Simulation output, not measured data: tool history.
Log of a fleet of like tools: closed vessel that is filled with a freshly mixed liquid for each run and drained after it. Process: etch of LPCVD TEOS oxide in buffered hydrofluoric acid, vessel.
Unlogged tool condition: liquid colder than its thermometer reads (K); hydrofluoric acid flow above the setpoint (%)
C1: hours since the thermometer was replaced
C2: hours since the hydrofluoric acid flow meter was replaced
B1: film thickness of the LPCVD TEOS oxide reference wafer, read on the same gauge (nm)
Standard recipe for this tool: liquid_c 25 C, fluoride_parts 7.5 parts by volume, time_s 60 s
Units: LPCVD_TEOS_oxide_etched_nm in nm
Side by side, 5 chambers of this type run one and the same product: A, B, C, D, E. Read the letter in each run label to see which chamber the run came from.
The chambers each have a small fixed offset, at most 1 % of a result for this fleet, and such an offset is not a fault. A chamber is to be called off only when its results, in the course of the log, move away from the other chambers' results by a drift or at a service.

-- day=0.108 chamber D: thermometer replaced
run 1E day=0.283 | liquid_c=25 fluoride_parts=7.5 time_s=60 | C1=38.3 C2=1070.2 | B1=100.02 | LPCVD_TEOS_oxide_etched_nm=133.8
run 2B day=0.521 | liquid_c=25 fluoride_parts=7.5 time_s=60 | C1=1212 C2=632.2 | B1=99.984 | LPCVD_TEOS_oxide_etched_nm=130.81
run 3C day=0.75 | liquid_c=25 fluoride_parts=7.5 time_s=60 | C1=1406.7 C2=1922.2 | B1=100.01 | LPCVD_TEOS_oxide_etched_nm=135.05
-- day=0.892 chamber E: hydrofluoric acid flow meter replaced
run 4A day=0.929 | liquid_c=25 fluoride_parts=7.5 time_s=60 | C1=1798 C2=1136.5 | B1=99.995 | LPCVD_TEOS_oxide_etched_nm=132.47
run 5D day=1.092 | liquid_c=25 fluoride_parts=7.5 time_s=60 | C1=23.6 C2=273.4 | B1=100.02 | LPCVD_TEOS_oxide_etched_nm=132.81
run 6D day=1.288 | liquid_c=25 fluoride_parts=7.5 time_s=60 | C1=28.3 C2=278.1 | B1=100.03 | LPCVD_TEOS_oxide_etched_nm=133.3
run 7E day=1.529 | liquid_c=29.5 fluoride_parts=7.5 time_s=45 | C1=68.2 C2=15.3 | B1=99.995 | LPCVD_TEOS_oxide_etched_nm=125.57
run 8A day=1.692 | liquid_c=29.5 fluoride_parts=7.5 time_s=45 | C1=1816.3 C2=1154.8 | B1=100.02 | LPCVD_TEOS_oxide_etched_nm=126.42
run 9C day=2 | liquid_c=29.5 fluoride_parts=7.5 time_s=45 | C1=1436.7 C2=1952.2 | B1=100.01 | LPCVD_TEOS_oxide_etched_nm=129.49
run 10B day=2.317 | liquid_c=29.5 fluoride_parts=7.5 time_s=45 | C1=1255.1 C2=675.3 | B1=99.986 | LPCVD_TEOS_oxide_etched_nm=124.9
run 11D day=2.588 | liquid_c=29.5 fluoride_parts=7.5 time_s=45 | C1=59.5 C2=309.3 | B1=99.989 | LPCVD_TEOS_oxide_etched_nm=127.1
run 12E day=2.771 | liquid_c=25 fluoride_parts=7.5 time_s=60 | C1=98 C2=45.1 | B1=100 | LPCVD_TEOS_oxide_etched_nm=132.82
run 13C day=3.071 | liquid_c=25 fluoride_parts=7.5 time_s=60 | C1=1462.4 C2=1977.9 | B1=99.988 | LPCVD_TEOS_oxide_etched_nm=134.92
run 14B day=3.271 | liquid_c=25 fluoride_parts=7.5 time_s=60 | C1=1278 C2=698.2 | B1=99.995 | LPCVD_TEOS_oxide_etched_nm=134.83
run 15A day=3.575 | liquid_c=25 fluoride_parts=7.5 time_s=60 | C1=1861.5 C2=1200 | B1=99.993 | LPCVD_TEOS_oxide_etched_nm=134.69
run 16A day=3.833 | liquid_c=25 fluoride_parts=7.5 time_s=60 | C1=1867.7 C2=1206.2 | B1=99.978 | LPCVD_TEOS_oxide_etched_nm=133.43
run 17B day=4.021 | liquid_c=25 fluoride_parts=7.5 time_s=60 | C1=1296 C2=716.2 | B1=99.995 | LPCVD_TEOS_oxide_etched_nm=132.39
run 18E day=4.229 | liquid_c=25 fluoride_parts=7.5 time_s=60 | C1=133 C2=80.1 | B1=100 | LPCVD_TEOS_oxide_etched_nm=132.33
run 19D day=4.471 | liquid_c=25 fluoride_parts=7.5 time_s=85 | C1=104.7 C2=354.5 | B1=99.975 | LPCVD_TEOS_oxide_etched_nm=190.78
run 20C day=4.654 | liquid_c=25 fluoride_parts=7.5 time_s=85 | C1=1500.4 C2=2015.9 | B1=99.984 | LPCVD_TEOS_oxide_etched_nm=185.94
run 21E day=4.875 | liquid_c=25 fluoride_parts=7.5 time_s=85 | C1=148.5 C2=95.6 | B1=100.03 | LPCVD_TEOS_oxide_etched_nm=187.56
run 22D day=5.088 | liquid_c=25 fluoride_parts=7.5 time_s=85 | C1=119.5 C2=369.3 | B1=100.01 | LPCVD_TEOS_oxide_etched_nm=186
-- day=5.312 chamber B: hydrofluoric acid flow meter replaced
run 23A day=5.396 | liquid_c=25 fluoride_parts=7.5 time_s=85 | C1=1905.2 C2=1243.7 | B1=100 | LPCVD_TEOS_oxide_etched_nm=195.86
run 24B day=5.583 | liquid_c=25 fluoride_parts=7.5 time_s=60 | C1=1333.5 C2=6.5 | B1=100.01 | LPCVD_TEOS_oxide_etched_nm=131.03
run 25C day=5.883 | liquid_c=25 fluoride_parts=7.5 time_s=60 | C1=1529.9 C2=2045.4 | B1=100 | LPCVD_TEOS_oxide_etched_nm=131.32
run 26B day=6.046 | liquid_c=21 fluoride_parts=7.5 time_s=60 | C1=1344.6 C2=17.6 | B1=100.03 | LPCVD_TEOS_oxide_etched_nm=107.61
run 27A day=6.333 | liquid_c=21 fluoride_parts=7.5 time_s=60 | C1=1927.7 C2=1266.2 | B1=100.02 | LPCVD_TEOS_oxide_etched_nm=108.92
run 28E day=6.654 | liquid_c=21 fluoride_parts=7.5 time_s=60 | C1=191.2 C2=138.3 | B1=100.03 | LPCVD_TEOS_oxide_etched_nm=106.96
run 29C day=6.867 | liquid_c=21 fluoride_parts=7.5 time_s=60 | C1=1553.5 C2=2069 | B1=100.02 | LPCVD_TEOS_oxide_etched_nm=106.19
run 30D day=7.204 | liquid_c=21 fluoride_parts=7.5 time_s=60 | C1=170.3 C2=420.1 | B1=99.994 | LPCVD_TEOS_oxide_etched_nm=106.35
run 31E day=7.542 | liquid_c=25 fluoride_parts=7.5 time_s=40 | C1=212.5 C2=159.6 | B1=100.01 | LPCVD_TEOS_oxide_etched_nm=88.839
run 32D day=7.846 | liquid_c=25 fluoride_parts=7.5 time_s=40 | C1=185.7 C2=435.5 | B1=99.968 | LPCVD_TEOS_oxide_etched_nm=87.548
run 33C day=8.042 | liquid_c=25 fluoride_parts=7.5 time_s=40 | C1=1581.7 C2=2097.2 | B1=99.98 | LPCVD_TEOS_oxide_etched_nm=87.959
run 34A day=8.388 | liquid_c=25 fluoride_parts=7.5 time_s=40 | C1=1977 C2=1315.5 | B1=100.01 | LPCVD_TEOS_oxide_etched_nm=93.819
run 35B day=8.704 | liquid_c=25 fluoride_parts=7.5 time_s=40 | C1=1408.4 C2=81.4 | B1=100.01 | LPCVD_TEOS_oxide_etched_nm=89.189
run 36B day=8.858 | liquid_c=25 fluoride_parts=7.5 time_s=60 | C1=1412.1 C2=85.1 | B1=100.01 | LPCVD_TEOS_oxide_etched_nm=129.71
run 37D day=9.208 | liquid_c=25 fluoride_parts=7.5 time_s=60 | C1=218.4 C2=468.2 | B1=100.01 | LPCVD_TEOS_oxide_etched_nm=133.45
run 38A day=9.521 | liquid_c=25 fluoride_parts=7.5 time_s=60 | C1=2004.2 C2=1342.7 | B1=99.991 | LPCVD_TEOS_oxide_etched_nm=143.54
run 39E day=9.688 | liquid_c=25 fluoride_parts=7.5 time_s=30 | C1=264 C2=211.1 | B1=100.01 | LPCVD_TEOS_oxide_etched_nm=65.598
run 40C day=10.033 | liquid_c=25 fluoride_parts=7.5 time_s=30 | C1=1629.5 C2=2145 | B1=99.984 | LPCVD_TEOS_oxide_etched_nm=66.681
-- day=10.175 chamber C: thermometer replaced
run 41D day=10.25 | liquid_c=25 fluoride_parts=7.5 time_s=30 | C1=243.4 C2=493.2 | B1=99.99 | LPCVD_TEOS_oxide_etched_nm=66.572
run 42B day=10.446 | liquid_c=25 fluoride_parts=7.5 time_s=30 | C1=1450.2 C2=123.2 | B1=100 | LPCVD_TEOS_oxide_etched_nm=65.929
run 43C day=10.717 | liquid_c=25 fluoride_parts=7.5 time_s=30 | C1=13 C2=2161.4 | B1=100.02 | LPCVD_TEOS_oxide_etched_nm=67.855

Does one chamber stand apart from the rest, does the shared gauge drift, or is all well apart from small per-chamber offsets? Give the chamber and the most likely cause, where there is one.

Chamber A drifts away from the others.
Cause: hydrofluoric acid flow above the setpoint (%) = 8.22.
With only this log, it may be confused with: liquid hotter than its thermometer reads (K).

Here are 4 candidates for chamber A's next run, each the usual settings with a change, their results left as question marks. Which one brings its results back in line with what the others give on the usual settings?
To be in line, a result may differ from the other chambers' mean on the usual settings by at most: LPCVD_TEOS_oxide_etched_nm 4.6 nm
run 44A-1 day=10.967 | liquid_c=24.5 fluoride_parts=7.5 time_s=60 | LPCVD_TEOS_oxide_etched_nm=?
run 44A-2 day=10.967 | liquid_c=25 fluoride_parts=7.5 time_s=65 | LPCVD_TEOS_oxide_etched_nm=?
run 44A-3 day=10.967 | liquid_c=25.5 fluoride_parts=7.5 time_s=60 | LPCVD_TEOS_oxide_etched_nm=?
run 44A-4 day=10.967 | liquid_c=25 fluoride_parts=7.5 time_s=55 | LPCVD_TEOS_oxide_etched_nm=?

What the other chambers average on the usual settings: LPCVD_TEOS_oxide_etched_nm 132.7 nm
run=44A-1 LPCVD_TEOS_oxide_etched_nm=140.63
run=44A-2 LPCVD_TEOS_oxide_etched_nm=156.62
run=44A-3 LPCVD_TEOS_oxide_etched_nm=148.61
run=44A-4 LPCVD_TEOS_oxide_etched_nm=132.53
The answer is 44A-4, which returns the chamber to within the allowed miss of the others.

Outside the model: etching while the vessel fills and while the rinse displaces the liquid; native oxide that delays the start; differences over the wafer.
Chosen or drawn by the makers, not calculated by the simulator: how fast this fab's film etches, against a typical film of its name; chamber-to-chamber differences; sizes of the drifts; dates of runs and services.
